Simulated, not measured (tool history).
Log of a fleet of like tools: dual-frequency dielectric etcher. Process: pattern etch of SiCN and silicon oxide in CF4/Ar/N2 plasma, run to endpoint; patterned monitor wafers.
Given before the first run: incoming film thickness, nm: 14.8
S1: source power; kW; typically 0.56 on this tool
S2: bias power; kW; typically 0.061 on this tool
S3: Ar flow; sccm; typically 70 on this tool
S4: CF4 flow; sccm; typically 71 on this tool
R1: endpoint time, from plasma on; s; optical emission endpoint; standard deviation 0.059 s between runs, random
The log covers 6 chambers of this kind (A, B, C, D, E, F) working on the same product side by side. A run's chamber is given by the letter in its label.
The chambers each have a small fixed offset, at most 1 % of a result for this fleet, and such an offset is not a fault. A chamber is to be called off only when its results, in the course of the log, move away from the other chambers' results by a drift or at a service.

run,hour,S1,S2,S3,S4,R1
# hour 3.9: chamber A: wet clean of the chamber
1F,10.9,0.56,0.061,70,71,14.129
2E,18.1,0.56,0.061,70,71,14.082
3C,27.9,0.56,0.061,70,71,13.997
4B,38.1,0.56,0.061,70,71,14.214
5A,45,0.56,0.061,70,71,14.148
6D,56.3,0.56,0.061,70,71,14.199
7E,64,0.56,0.061,70,71,14.06
8A,75.4,0.56,0.061,70,71,14.212
9B,85.7,0.56,0.061,70,71,14.143
10D,94.9,0.56,0.061,70,71,14.147
11F,105.9,0.56,0.048,70,71,15.135
# hour 110.1: chamber D: wet clean of the chamber
12C,111.3,0.56,0.048,70,71,15.108
13A,121.6,0.56,0.048,70,71,15.258
14D,128.4,0.56,0.048,70,71,15.118
15C,134.4,0.56,0.048,70,71,15.04
16F,145.4,0.56,0.048,70,71,15.2
17E,157.5,0.56,0.061,70,71,14.143
18B,165.9,0.56,0.061,70,71,14.192
19D,174.8,0.56,0.061,70,77,14.017
20F,181,0.56,0.061,70,77,13.971
21E,191.3,0.56,0.061,70,77,13.946
22C,197.6,0.56,0.061,70,77,13.864
23A,209.1,0.56,0.061,70,77,14.033
24B,218.1,0.56,0.061,70,77,14.018
# hour 227.2: chamber F: wet clean of the chamber
25E,227.2,0.56,0.061,70,71,14.138
# hour 230.9: chamber C: bias power generator calibrated
26A,233.2,0.56,0.061,70,71,14.186
27F,238.7,0.56,0.061,70,71,14.158
28C,247,0.56,0.061,70,71,13.979
29D,254.3,0.56,0.061,70,71,14.188
30B,262.9,0.56,0.061,70,61,14.485
# hour 263.1: chamber C: wet clean of the chamber
31C,270.3,0.56,0.061,70,61,14.367
32F,281.9,0.56,0.061,70,61,14.489
33E,293.5,0.56,0.061,70,61,14.547
34D,301.1,0.56,0.061,70,61,14.453
35B,313.2,0.56,0.061,70,61,14.565
36A,320.4,0.56,0.061,70,71,14.296
37D,329.9,0.56,0.061,70,71,14.14
# hour 339.6: chamber F: source power generator calibrated
38C,340.8,0.56,0.061,70,71,14.071
39F,346.5,0.56,0.061,70,71,14.135
40B,353.7,0.56,0.061,70,71,14.202
# hour 356.6: chamber E: bias power generator calibrated
41A,363,0.56,0.061,70,71,14.206
42E,371.3,0.64,0.061,70,54,13.071

One chamber off, gauge drift, or nothing amiss beyond the chambers' own small offsets? If it is a chamber, which one, and what is the likeliest cause?

No chamber stands off beyond its own small offset, and the gauge holds steady.
